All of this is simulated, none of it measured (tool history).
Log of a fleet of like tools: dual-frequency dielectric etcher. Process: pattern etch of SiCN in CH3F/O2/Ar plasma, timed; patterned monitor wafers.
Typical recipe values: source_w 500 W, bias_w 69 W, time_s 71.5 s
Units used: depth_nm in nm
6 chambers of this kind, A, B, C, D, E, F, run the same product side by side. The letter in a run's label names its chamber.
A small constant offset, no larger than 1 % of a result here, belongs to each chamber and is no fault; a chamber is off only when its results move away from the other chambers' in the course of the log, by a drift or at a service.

run	day	source_w	bias_w	time_s	read-back reference wafer on the same gauge, depth_nm	depth_nm
1B	0.446	500	69	71.5	27.099	28.840
# day 0.612: chamber C: wet clean of the chamber
2E	0.879	500	69	71.5	27.101	28.780
3A	1.333	500	69	71.5	27.095	28.817
4C	1.762	500	69	71.5	27.086	29.010
# day 2.029: chamber E: wet clean of the chamber
5D	2.121	500	69	71.5	27.081	28.967
6F	2.562	500	69	71.5	27.087	28.892
7F	2.954	500	69	71.5	27.080	28.914
8C	3.333	500	69	71.5	27.089	28.973
9B	3.712	450	69	89.5	27.073	34.606
10D	4.125	450	69	89.5	27.078	34.885
11A	4.554	450	69	89.5	27.073	34.661
12E	5.062	450	69	89.5	27.067	34.571
13C	5.642	450	69	89.5	27.074	34.850
14B	6.188	450	69	89.5	27.061	34.537
15F	6.525	500	77	71.5	27.054	30.040
16D	7.067	500	77	71.5	27.050	30.068
17E	7.608	500	77	71.5	27.048	29.812
18A	8.071	500	77	71.5	27.044	29.883
19E	8.433	500	77	71.5	27.040	29.816
20C	8.788	500	77	71.5	27.044	30.097
21B	9.129	500	69	71.5	27.037	28.670
22F	9.592	500	59	71.5	27.026	27.404
23A	10.133	500	59	71.5	27.038	27.187
24D	10.533	500	59	71.5	27.037	27.461
25C	11.117	500	59	71.5	27.020	27.392
26B	11.438	500	59	71.5	27.023	27.212
27E	11.954	500	59	71.5	27.018	27.247
28F	12.521	540	83	71.5	27.016	31.767
29D	12.971	540	83	71.5	27.008	31.633
# day 13.183: chamber A: wet clean of the chamber
30A	13.304	540	83	71.5	27.009	31.507
31C	13.854	540	83	71.5	27.004	31.780
32A	14.271	540	83	71.5	27.000	31.579
# day 14.538: chamber D: wet clean of the chamber
33D	14.788	540	83	71.5	26.999	31.702
34B	15.204	500	69	71.5	26.997	28.643
35F	15.700	500	69	71.5	26.998	28.823
36E	16.258	500	69	71.5	26.990	28.716
37D	16.575	500	69	71.5	26.986	28.868
# day 16.721: chamber F: wet clean of the chamber
38C	17.000	500	69	71.5	26.983	28.926
39F	17.483	500	69	71.5	26.974	28.810
40E	17.921	500	69	71.5	26.978	28.652

Is one chamber out of step, is the gauge drifting, or do the chambers differ by no more than their own small offsets? For an off chamber, give its letter and the likeliest cause.

It is the gauge, not a chamber: its drift shows up in every chamber's results at once, and no chamber is off.
Likeliest cause: gauge reads low (%) = 0.463.
